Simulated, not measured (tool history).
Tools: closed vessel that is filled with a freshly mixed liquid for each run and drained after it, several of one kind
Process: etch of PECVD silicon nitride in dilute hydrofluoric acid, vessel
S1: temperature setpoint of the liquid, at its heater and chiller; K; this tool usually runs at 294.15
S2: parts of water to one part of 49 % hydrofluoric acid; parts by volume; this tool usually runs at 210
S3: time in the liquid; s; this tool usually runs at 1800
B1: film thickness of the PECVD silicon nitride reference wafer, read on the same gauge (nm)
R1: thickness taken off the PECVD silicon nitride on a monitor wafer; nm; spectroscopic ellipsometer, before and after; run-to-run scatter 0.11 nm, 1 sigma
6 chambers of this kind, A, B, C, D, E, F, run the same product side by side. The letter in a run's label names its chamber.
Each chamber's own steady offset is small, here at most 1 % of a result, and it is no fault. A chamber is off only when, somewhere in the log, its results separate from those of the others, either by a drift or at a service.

run 1F day=0.221 | S1=294.15 S2=210 S3=1800 | B1=40.019 | R1=12.251
run 2B day=0.367 | S1=294.15 S2=210 S3=1800 | B1=40.007 | R1=12.035
run 3D day=0.525 | S1=294.15 S2=210 S3=1800 | B1=40.014 | R1=11.979
run 4E day=0.742 | S1=294.15 S2=210 S3=1800 | B1=40 | R1=12.202
run 5C day=0.929 | S1=294.15 S2=260 S3=1800 | B1=39.998 | R1=9.9794
run 6A day=1.138 | S1=294.15 S2=260 S3=1800 | B1=39.992 | R1=9.8132
run 7A day=1.358 | S1=294.15 S2=260 S3=1800 | B1=39.985 | R1=9.8564
run 8C day=1.517 | S1=294.15 S2=260 S3=1800 | B1=40.008 | R1=10.006
-- day=1.571 chamber A: hydrofluoric acid flow meter replaced
run 9D day=1.758 | S1=294.15 S2=260 S3=1800 | B1=40 | R1=9.8891
run 10B day=2.025 | S1=294.15 S2=260 S3=1800 | B1=40.021 | R1=9.7575
run 11E day=2.246 | S1=294.15 S2=210 S3=1800 | B1=39.986 | R1=12.075
run 12F day=2.383 | S1=294.15 S2=210 S3=1800 | B1=39.986 | R1=12.384
run 13E day=2.671 | S1=294.15 S2=210 S3=1800 | B1=40.01 | R1=12.124
run 14B day=2.912 | S1=294.15 S2=210 S3=1800 | B1=39.995 | R1=12.021
run 15A day=3.208 | S1=294.15 S2=210 S3=1800 | B1=40.018 | R1=12.053
-- day=3.421 chamber D: thermometer replaced
run 16F day=3.508 | S1=294.15 S2=300 S3=1800 | B1=39.99 | R1=8.5418
run 17D day=3.662 | S1=294.15 S2=300 S3=1800 | B1=39.987 | R1=8.5039
run 18C day=3.967 | S1=294.15 S2=300 S3=1800 | B1=39.99 | R1=8.337
run 19D day=4.254 | S1=294.15 S2=300 S3=1800 | B1=40.01 | R1=8.5231
run 20F day=4.446 | S1=294.15 S2=300 S3=1800 | B1=40.009 | R1=8.5444
run 21E day=4.729 | S1=294.15 S2=300 S3=1800 | B1=39.998 | R1=8.5604
run 22C day=4.875 | S1=294.15 S2=210 S3=1800 | B1=39.977 | R1=11.625
run 23A day=5.062 | S1=294.15 S2=210 S3=1800 | B1=40.015 | R1=12.304
run 24B day=5.233 | S1=294.15 S2=210 S3=1800 | B1=40.003 | R1=11.889
run 25B day=5.429 | S1=294.15 S2=210 S3=1800 | B1=39.973 | R1=12.035
run 26A day=5.683 | S1=294.15 S2=210 S3=1800 | B1=39.998 | R1=11.998
run 27D day=5.95 | S1=294.15 S2=210 S3=1800 | B1=39.996 | R1=12.071
run 28F day=6.146 | S1=296.65 S2=275 S3=1800 | B1=39.991 | R1=11.197
run 29E day=6.3 | S1=296.65 S2=275 S3=1800 | B1=40.009 | R1=11.01
run 30C day=6.467 | S1=296.65 S2=275 S3=1800 | B1=39.985 | R1=10.176
-- day=6.517 chamber C: hydrofluoric acid flow meter replaced
run 31C day=6.754 | S1=296.65 S2=275 S3=1800 | B1=39.983 | R1=9.9481
run 32B day=6.912 | S1=296.65 S2=275 S3=1800 | B1=40.004 | R1=10.918
run 33F day=7.142 | S1=296.65 S2=275 S3=1800 | B1=40.019 | R1=10.956
run 34D day=7.45 | S1=294.15 S2=210 S3=1800 | B1=39.989 | R1=12.244
run 35A day=7.771 | S1=294.15 S2=210 S3=1800 | B1=40.015 | R1=12.134
run 36E day=8.088 | S1=294.15 S2=210 S3=1800 | B1=40.016 | R1=12.121
run 37D day=8.308 | S1=294.15 S2=210 S3=1800 | B1=39.987 | R1=12.219
run 38E day=8.583 | S1=294.15 S2=210 S3=1800 | B1=40 | R1=12.238
run 39C day=8.842 | S1=294.15 S2=210 S3=1800 | B1=39.979 | R1=10.851

All chambers now run identical settings, listed one chamber a line with results as question marks. What results will each chamber show?
run 40A day=9.071 | S1=294.15 S2=210 S3=915 | R1=?
run 40B day=9.071 | S1=294.15 S2=210 S3=915 | R1=?
run 40C day=9.071 | S1=294.15 S2=210 S3=915 | R1=?
run 40D day=9.071 | S1=294.15 S2=210 S3=915 | R1=?
run 40E day=9.071 | S1=294.15 S2=210 S3=915 | R1=?
run 40F day=9.071 | S1=294.15 S2=210 S3=915 | R1=?

run=40A R1=6.2151
run=40B R1=6.1613
run=40C R1=5.5235
run=40D R1=6.2629
run=40E R1=6.2099
run=40F R1=6.1286

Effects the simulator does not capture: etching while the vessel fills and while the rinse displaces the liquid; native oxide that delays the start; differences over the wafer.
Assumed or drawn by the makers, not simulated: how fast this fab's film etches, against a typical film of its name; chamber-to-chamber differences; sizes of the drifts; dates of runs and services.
